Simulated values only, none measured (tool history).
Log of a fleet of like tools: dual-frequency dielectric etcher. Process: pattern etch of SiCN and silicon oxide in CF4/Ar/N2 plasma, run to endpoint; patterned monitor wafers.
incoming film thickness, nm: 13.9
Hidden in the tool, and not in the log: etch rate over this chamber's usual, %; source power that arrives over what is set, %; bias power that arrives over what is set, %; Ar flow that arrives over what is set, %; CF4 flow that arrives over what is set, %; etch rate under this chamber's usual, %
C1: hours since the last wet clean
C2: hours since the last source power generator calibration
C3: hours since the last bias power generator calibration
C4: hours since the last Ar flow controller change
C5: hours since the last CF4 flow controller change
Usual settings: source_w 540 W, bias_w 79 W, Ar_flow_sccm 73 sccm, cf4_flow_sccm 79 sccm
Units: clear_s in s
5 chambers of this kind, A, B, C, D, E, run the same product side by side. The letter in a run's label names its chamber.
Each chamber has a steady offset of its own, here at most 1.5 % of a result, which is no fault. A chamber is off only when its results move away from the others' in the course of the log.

Run 1E, hour 6: usual settings; C1 33.5; C2 767.5; C3 1013.5; C4 73.4; C5 2317.5. Result: clear_s 12.497 s.
Run 2D, hour 10.9: usual settings; C1 106.1; C2 612.9; C3 175.1; C4 1946; C5 5122.8. Result: clear_s 12.579 s.
Run 3C, hour 16.3: usual settings; C1 331.8; C2 936.7; C3 2149.8; C4 1502; C5 933. Result: clear_s 12.66 s.
Run 4B, hour 22.4: usual settings; C1 85.7; C2 2356.6; C3 2394.9; C4 3142.8; C5 535.7. Result: clear_s 12.615 s.
At hour 28.5: chamber C: wet clean of the chamber.
Run 5A, hour 31.9: usual settings; C1 244.1; C2 3390.3; C3 1237.4; C4 1736.1; C5 1665.8. Result: clear_s 12.617 s.
Run 6C, hour 42.8: usual settings but cf4_flow_sccm 60 sccm; C1 14.4; C2 963.2; C3 2176.3; C4 1528.5; C5 959.5. Result: clear_s 13.026 s.
Run 7D, hour 52.5: usual settings but cf4_flow_sccm 60 sccm; C1 147.7; C2 654.5; C3 216.7; C4 1987.6; C5 5164.4. Result: clear_s 13.094 s.
Run 8B, hour 58.6: usual settings but cf4_flow_sccm 60 sccm; C1 121.9; C2 2392.8; C3 2431.1; C4 3179; C5 571.9. Result: clear_s 12.947 s.
Run 9E, hour 63.5: usual settings but cf4_flow_sccm 60 sccm; C1 91; C2 825; C3 1071; C4 130.9; C5 2375. Result: clear_s 12.836 s.
Run 10A, hour 74: usual settings but cf4_flow_sccm 60 sccm; C1 286.2; C2 3432.4; C3 1279.5; C4 1778.2; C5 1707.9. Result: clear_s 13.069 s.
Run 11E, hour 79.4: usual settings; C1 106.9; C2 840.9; C3 1086.9; C4 146.8; C5 2390.9. Result: clear_s 12.352 s.
Run 12D, hour 89: usual settings; C1 184.2; C2 691; C3 253.2; C4 2024.1; C5 5200.9. Result: clear_s 12.575 s.
Run 13B, hour 94.4: usual settings; C1 157.7; C2 2428.6; C3 2466.9; C4 3214.8; C5 607.7. Result: clear_s 12.478 s.
Run 14C, hour 102.4: usual settings; C1 74; C2 1022.8; C3 2235.9; C4 1588.1; C5 1019.1. Result: clear_s 12.562 s.
Run 15A, hour 110.3: usual settings; C1 322.5; C2 3468.7; C3 1315.8; C4 1814.5; C5 1744.2. Result: clear_s 12.606 s.
Run 16A, hour 120: usual settings; C1 332.2; C2 3478.4; C3 1325.5; C4 1824.2; C5 1753.9. Result: clear_s 12.613 s.
At hour 125.2: chamber D: CF4 flow controller replaced.
Run 17D, hour 130.6: usual settings but cf4_flow_sccm 98 sccm; C1 225.8; C2 732.6; C3 294.8; C4 2065.7; C5 5.4. Result: clear_s 12.31 s.
Run 18C, hour 139.9: usual settings but cf4_flow_sccm 98 sccm; C1 111.5; C2 1060.3; C3 2273.4; C4 1625.6; C5 1056.6. Result: clear_s 12.244 s.
Run 19B, hour 147.3: usual settings but cf4_flow_sccm 98 sccm; C1 210.6; C2 2481.5; C3 2519.8; C4 3267.7; C5 660.6. Result: clear_s 12.202 s.
Run 20E, hour 153.4: usual settings but cf4_flow_sccm 98 sccm; C1 180.9; C2 914.9; C3 1160.9; C4 220.8; C5 2464.9. Result: clear_s 12.124 s.
Run 21B, hour 164.2: usual settings but cf4_flow_sccm 98 sccm; C1 227.5; C2 2498.4; C3 2536.7; C4 3284.6; C5 677.5. Result: clear_s 12.233 s.
At hour 167.1: chamber A: wet clean of the chamber.
Run 22A, hour 169.6: usual settings; C1 2.5; C2 3528; C3 1375.1; C4 1873.8; C5 1803.5. Result: clear_s 12.628 s.
Run 23E, hour 180.4: usual settings; C1 207.9; C2 941.9; C3 1187.9; C4 247.8; C5 2491.9. Result: clear_s 12.341 s.
Run 24C, hour 188.8: usual settings; C1 160.4; C2 1109.2; C3 2322.3; C4 1674.5; C5 1105.5. Result: clear_s 12.635 s.
At hour 194.2: chamber A: source power generator calibrated.
Run 25D, hour 194.9: usual settings but bias_w 60 W; C1 290.1; C2 796.9; C3 359.1; C4 2130; C5 69.7. Result: clear_s 13.682 s.
Run 26C, hour 200.9: usual settings but bias_w 60 W; C1 172.5; C2 1121.3; C3 2334.4; C4 1686.6; C5 1117.6. Result: clear_s 13.844 s.
Run 27B, hour 208.6: usual settings but bias_w 60 W; C1 271.9; C2 2542.8; C3 2581.1; C4 3329; C5 721.9. Result: clear_s 13.656 s.
Run 28E, hour 214.4: usual settings but bias_w 60 W; C1 241.9; C2 975.9; C3 1221.9; C4 281.8; C5 2525.9. Result: clear_s 13.479 s.
Run 29A, hour 223.8: usual settings but bias_w 60 W; C1 56.7; C2 29.7; C3 1429.3; C4 1928; C5 1857.7. Result: clear_s 13.693 s.
Run 30D, hour 232.7: usual settings; C1 327.9; C2 834.7; C3 396.9; C4 2167.8; C5 107.5. Result: clear_s 12.659 s.
Run 31C, hour 243.5: usual settings; C1 215.1; C2 1163.9; C3 2377; C4 1729.2; C5 1160.2. Result: clear_s 12.552 s.
Run 32E, hour 248.8: usual settings; C1 276.3; C2 1010.3; C3 1256.3; C4 316.2; C5 2560.3. Result: clear_s 12.379 s.
Run 33A, hour 255.4: usual settings; C1 88.3; C2 61.3; C3 1460.9; C4 1959.6; C5 1889.3. Result: clear_s 12.665 s.
Run 34D, hour 261.5: usual settings; C1 356.7; C2 863.5; C3 425.7; C4 2196.6; C5 136.3. Result: clear_s 12.711 s.
Run 35B, hour 271.4: usual settings; C1 334.7; C2 2605.6; C3 2643.9; C4 3391.8; C5 784.7. Result: clear_s 12.509 s.
Run 36A, hour 282.3: usual settings; C1 115.2; C2 88.2; C3 1487.8; C4 1986.5; C5 1916.2. Result: clear_s 12.503 s.

Is one chamber off against the others, does the gauge drift, or is nothing wrong? If a chamber is off, say which, and what the likeliest cause is.

No chamber stands off beyond its own small offset, and the gauge holds steady.

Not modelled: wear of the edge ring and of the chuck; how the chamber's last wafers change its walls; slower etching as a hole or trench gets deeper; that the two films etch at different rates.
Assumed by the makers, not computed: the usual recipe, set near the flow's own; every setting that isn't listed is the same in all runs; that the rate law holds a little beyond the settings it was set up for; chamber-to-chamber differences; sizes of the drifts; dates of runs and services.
